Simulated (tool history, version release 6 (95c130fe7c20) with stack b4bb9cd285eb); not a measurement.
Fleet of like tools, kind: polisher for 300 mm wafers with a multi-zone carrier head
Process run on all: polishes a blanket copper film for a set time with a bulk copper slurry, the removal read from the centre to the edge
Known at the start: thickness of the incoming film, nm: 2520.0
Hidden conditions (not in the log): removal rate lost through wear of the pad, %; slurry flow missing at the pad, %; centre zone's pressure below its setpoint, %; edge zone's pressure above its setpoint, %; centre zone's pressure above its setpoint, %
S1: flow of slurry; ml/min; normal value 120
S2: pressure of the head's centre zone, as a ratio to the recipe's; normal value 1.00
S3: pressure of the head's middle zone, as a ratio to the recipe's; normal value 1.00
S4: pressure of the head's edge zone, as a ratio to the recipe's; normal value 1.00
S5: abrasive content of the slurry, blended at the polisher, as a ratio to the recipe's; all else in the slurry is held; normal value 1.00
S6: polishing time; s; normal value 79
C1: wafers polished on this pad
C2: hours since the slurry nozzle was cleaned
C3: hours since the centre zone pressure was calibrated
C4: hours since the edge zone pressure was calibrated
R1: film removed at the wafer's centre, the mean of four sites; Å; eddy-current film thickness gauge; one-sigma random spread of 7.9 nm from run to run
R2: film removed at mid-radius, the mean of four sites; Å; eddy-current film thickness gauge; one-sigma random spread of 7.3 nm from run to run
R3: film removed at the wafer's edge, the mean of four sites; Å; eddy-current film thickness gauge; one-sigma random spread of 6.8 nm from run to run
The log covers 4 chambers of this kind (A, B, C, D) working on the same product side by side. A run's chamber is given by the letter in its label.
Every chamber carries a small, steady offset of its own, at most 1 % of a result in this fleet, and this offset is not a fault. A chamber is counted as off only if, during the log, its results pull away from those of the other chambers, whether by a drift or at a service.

run,hour,S1,S2,S3,S4,S5,S6,C1,C2,C3,C4,R1,R2,R3
1A,14.4,120,1.00,1.00,1.00,1.00,79,149,47.0,1149.6,71.5,8314.0,8457.0,8345.5
# hour 15.2: chamber D: centre zone pressure recalibrated
2C,23.9,120,1.00,1.00,1.00,1.00,79,525,794.2,461.7,34.7,8335.4,8575.8,8410.4
3D,30.8,120,1.00,1.00,1.00,1.00,79,729,105.2,15.6,1021.4,8485.5,8561.3,8395.8
4B,46.1,120,1.00,1.00,1.00,1.00,79,1047,381.0,371.4,249.0,8309.1,8374.7,8463.5
5A,56.9,120,1.00,1.00,1.00,1.00,79,448,89.5,1192.1,114.0,8285.6,8336.7,8286.7
6C,64.8,120,1.00,1.09,1.00,0.85,79,813,835.1,502.6,75.6,8194.1,8834.7,8260.1
7D,73.1,120,1.00,1.09,1.00,0.85,79,1027,147.5,57.9,1063.7,8161.0,8678.6,8091.8
# hour 73.8: chamber C: worn pad replaced by a new one
8B,83.0,120,1.00,1.09,1.00,0.85,79,1307,417.9,408.3,285.9,7971.8,8709.2,8106.1
# hour 87.0: chamber D: worn pad replaced by a new one
9D,96.2,120,1.00,1.09,1.00,0.85,79,65,170.6,81.0,1086.8,8016.3,8840.7,8103.9
10A,108.8,120,1.00,1.00,1.00,1.00,79,814,141.4,1244.0,165.9,8303.2,8305.2,8449.8
# hour 109.7: chamber B: worn pad replaced by a new one
11B,116.1,120,1.00,1.00,1.00,1.00,79,45,451.0,441.4,319.0,8372.3,8382.5,8557.7
12C,123.9,120,1.00,1.00,1.00,1.00,79,353,894.2,561.7,134.7,8365.6,8433.4,8423.1
13A,131.2,120,1.00,1.00,1.00,1.00,79,971,163.8,1266.4,188.3,8342.8,8360.4,8301.6
# hour 133.6: chamber C: slurry nozzle cleaned
14D,144.5,120,1.00,1.00,1.00,1.00,79,405,218.9,129.3,1135.1,8231.7,8401.8,8356.6
# hour 146.4: chamber D: edge zone pressure recalibrated
# hour 150.1: chamber A: worn pad replaced by a new one
15B,153.7,120,1.00,1.00,1.00,1.00,79,310,488.6,479.0,356.6,8167.7,8322.2,8550.9
16C,167.9,120,1.00,1.00,1.00,1.00,79,663,34.4,605.7,178.7,8226.3,8425.5,8553.2
# hour 174.4: chamber A: centre zone pressure recalibrated
17B,182.5,120,1.06,1.00,1.00,1.00,98,513,517.4,507.8,385.4,10822.0,10452.0,10430.0
18C,194.7,120,1.06,1.00,1.00,1.00,98,852,61.2,632.5,205.5,11182.0,10406.0,10498.0
19A,207.5,120,1.06,1.00,1.00,1.00,98,404,240.1,33.1,264.6,10085.0,10324.0,10320.0
20D,222.1,120,1.06,1.00,1.00,1.00,98,952,296.5,206.9,75.8,11077.0,10607.0,10276.0
# hour 223.2: chamber C: worn pad replaced by a new one
21A,233.4,120,1.00,1.00,1.00,1.00,79,587,266.0,59.0,290.5,7509.1,8323.0,8242.2
22B,241.9,90,1.00,1.00,1.07,1.00,79,931,576.8,567.2,444.8,7586.1,7795.4,8249.4
23C,252.1,90,1.00,1.00,1.07,1.00,79,203,118.6,689.9,262.9,7728.6,7641.9,8442.6
24D,261.5,90,1.00,1.00,1.07,1.00,79,1229,335.9,246.3,115.2,7477.5,7811.2,8146.9
25C,272.7,90,1.00,1.00,1.07,1.00,79,348,139.2,710.5,283.5,7711.8,7694.9,8323.4

Has any chamber moved away from the others, gradually or after a service, or does the common gauge drift, or do the chambers differ only by their own small steady offsets? State the chamber and the most likely cause if one applies.

Chamber A has stood off from the others ever since a service on it.
What lies behind it: centre zone's pressure below its setpoint, % = 9.28.

Below are 4 candidate recipes for chamber A's next run, each the usual settings with a change, their results shown as question marks. Which of them brings A's results back in line with what the other chambers give on the usual settings?
Allowed miss from the other chambers' usual-settings mean, per result, to count as in line: R1 270.0 Å; R2 260.0 Å; R3 240.0 Å
26A-1,283.6,115,0.93,1.02,1.02,1.00,78,,,,,?,?,?
26A-2,283.6,125,1.07,0.98,0.98,1.00,80,,,,,?,?,?
26A-3,283.6,125,1.03,0.99,0.99,1.00,80,,,,,?,?,?
26A-4,283.6,115,0.97,1.01,1.01,1.00,78,,,,,?,?,?

Usual-settings mean across the other chambers: R1 8340.5 Å; R2 8412.6 Å; R3 8414.4 Å
run,R1,R2,R3
26A-1,6792.8,8344.3,8245.4
26A-2,8302.6,8402.2,8400.1
26A-3,7965.6,8483.2,8443.1
26A-4,7114.3,8266.7,8204.3
26A-2 is the one that brings the chamber's results back in line with the other chambers.

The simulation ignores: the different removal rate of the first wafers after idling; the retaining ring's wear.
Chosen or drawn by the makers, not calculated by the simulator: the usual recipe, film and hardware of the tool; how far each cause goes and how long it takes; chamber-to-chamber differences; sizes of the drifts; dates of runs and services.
